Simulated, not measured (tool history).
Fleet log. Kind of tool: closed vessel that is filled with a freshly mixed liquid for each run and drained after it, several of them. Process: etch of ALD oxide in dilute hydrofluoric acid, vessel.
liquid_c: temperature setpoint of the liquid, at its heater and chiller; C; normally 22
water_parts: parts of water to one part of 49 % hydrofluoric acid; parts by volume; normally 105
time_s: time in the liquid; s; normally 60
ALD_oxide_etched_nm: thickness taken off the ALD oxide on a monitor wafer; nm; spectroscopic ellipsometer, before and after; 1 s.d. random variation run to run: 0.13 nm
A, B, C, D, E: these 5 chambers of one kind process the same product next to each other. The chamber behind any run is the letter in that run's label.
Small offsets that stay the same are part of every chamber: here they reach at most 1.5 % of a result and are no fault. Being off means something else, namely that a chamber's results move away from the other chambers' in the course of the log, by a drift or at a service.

| run | hour | liquid_c | water_parts | time_s | read-back film thickness of the ALD oxide reference wafer, read on the same gauge (nm) | ALD_oxide_etched_nm |
|---|---|---|---|---|---|---|
| 1D | 6.2 | 22 | 105 | 60 | 140.04 | 16.773 |
| 2B | 12.3 | 22 | 105 | 60 | 139.99 | 17.285 |
| 3C | 15.9 | 22 | 105 | 60 | 139.98 | 17.35 |
| 4E | 20.4 | 22 | 105 | 60 | 140.02 | 17.093 |
| 5A | 26.5 | 22 | 105 | 60 | 140.04 | 16.876 |
| 6A | 31 | 22 | 105 | 60 | 140.03 | 17.342 |
| 7C | 37.2 | 22 | 105 | 60 | 139.97 | 17.468 |
|  | 40.2 | chamber D: thermometer replaced |
| 8D | 41.2 | 22 | 105 | 60 | 139.98 | 16.793 |
| 9E | 46.6 | 22 | 105 | 60 | 140.05 | 16.937 |
| 10B | 53.5 | 22 | 105 | 60 | 140.03 | 17.195 |
| 11A | 58.1 | 22 | 105 | 60 | 140 | 17.192 |
| 12C | 64.1 | 22 | 105 | 60 | 140.02 | 17.295 |
| 13B | 70.7 | 22 | 105 | 60 | 140.06 | 17.065 |
| 14E | 77.3 | 22 | 105 | 60 | 139.98 | 17.126 |
| 15D | 81.6 | 22 | 105 | 60 | 140 | 16.826 |
| 16D | 87.9 | 22 | 105 | 60 | 139.97 | 16.969 |
|  | 88.9 | chamber C: hydrofluoric acid flow meter replaced |
| 17E | 93.6 | 22 | 105 | 60 | 140 | 16.87 |
| 18A | 99.7 | 22 | 105 | 60 | 140.01 | 17.078 |
| 19C | 104.3 | 22 | 105 | 60 | 140.03 | 17.737 |
| 20B | 107.9 | 22 | 105 | 60 | 140.03 | 16.994 |
| 21C | 114.5 | 22 | 105 | 60 | 139.98 | 17.782 |
| 22D | 120.3 | 22 | 105 | 60 | 140 | 16.868 |
| 23B | 123.8 | 22 | 105 | 60 | 140 | 17.213 |
| 24A | 129 | 22 | 105 | 60 | 140.04 | 17.017 |
| 25E | 132.8 | 22 | 105 | 60 | 140.01 | 17.254 |
| 26A | 138.2 | 22 | 105 | 60 | 140.01 | 17.015 |
| 27B | 143.9 | 22 | 105 | 60 | 139.94 | 17.128 |
| 28C | 147.4 | 22 | 105 | 60 | 140 | 17.739 |
| 29E | 154 | 22 | 145 | 40 | 140.01 | 7.9232 |
| 30D | 160.5 | 22 | 145 | 40 | 140 | 7.7247 |
| 31C | 165.6 | 22 | 145 | 40 | 140.03 | 8.3123 |
| 32E | 172 | 22 | 145 | 40 | 140.02 | 7.964 |
| 33A | 175.9 | 22 | 145 | 40 | 140.02 | 7.8308 |
| 34D | 180.8 | 22 | 105 | 60 | 140.06 | 16.937 |
| 35B | 187.3 | 22 | 105 | 60 | 140.06 | 17.111 |
| 36A | 190.6 | 22 | 105 | 60 | 139.98 | 17.139 |

Is one chamber out of step, is the gauge drifting, or do the chambers differ by no more than their own small offsets? For an off chamber, give its letter and the likeliest cause.

Chamber C drifts away from the others.
What lies behind it: liquid hotter than its thermometer reads (K) = 1.27.

Which of the 4 candidates below, each the usual settings with something changed and its results left as question marks, puts chamber C back in line with what the other chambers give on the usual settings?
To be in line, a result may differ from the other chambers' mean on the usual settings by at most: ALD_oxide_etched_nm 0.46 nm
| 37C-1 | 195.7 | 22 | 100 | 60 |  | ? |
| 37C-2 | 195.7 | 22.5 | 105 | 60 |  | ? |
| 37C-3 | 195.7 | 22 | 110 | 60 |  | ? |
| 37C-4 | 195.7 | 21.5 | 105 | 60 |  | ? |

The other chambers' mean on the usual settings: ALD_oxide_etched_nm 17.068 nm
| run | ALD_oxide_etched_nm |
|---|---|
| 37C-1 | 19.19 |
| 37C-2 | 18.518 |
| 37C-3 | 17.231 |
| 37C-4 | 17.811 |
37C-3 brings the chamber back in line.

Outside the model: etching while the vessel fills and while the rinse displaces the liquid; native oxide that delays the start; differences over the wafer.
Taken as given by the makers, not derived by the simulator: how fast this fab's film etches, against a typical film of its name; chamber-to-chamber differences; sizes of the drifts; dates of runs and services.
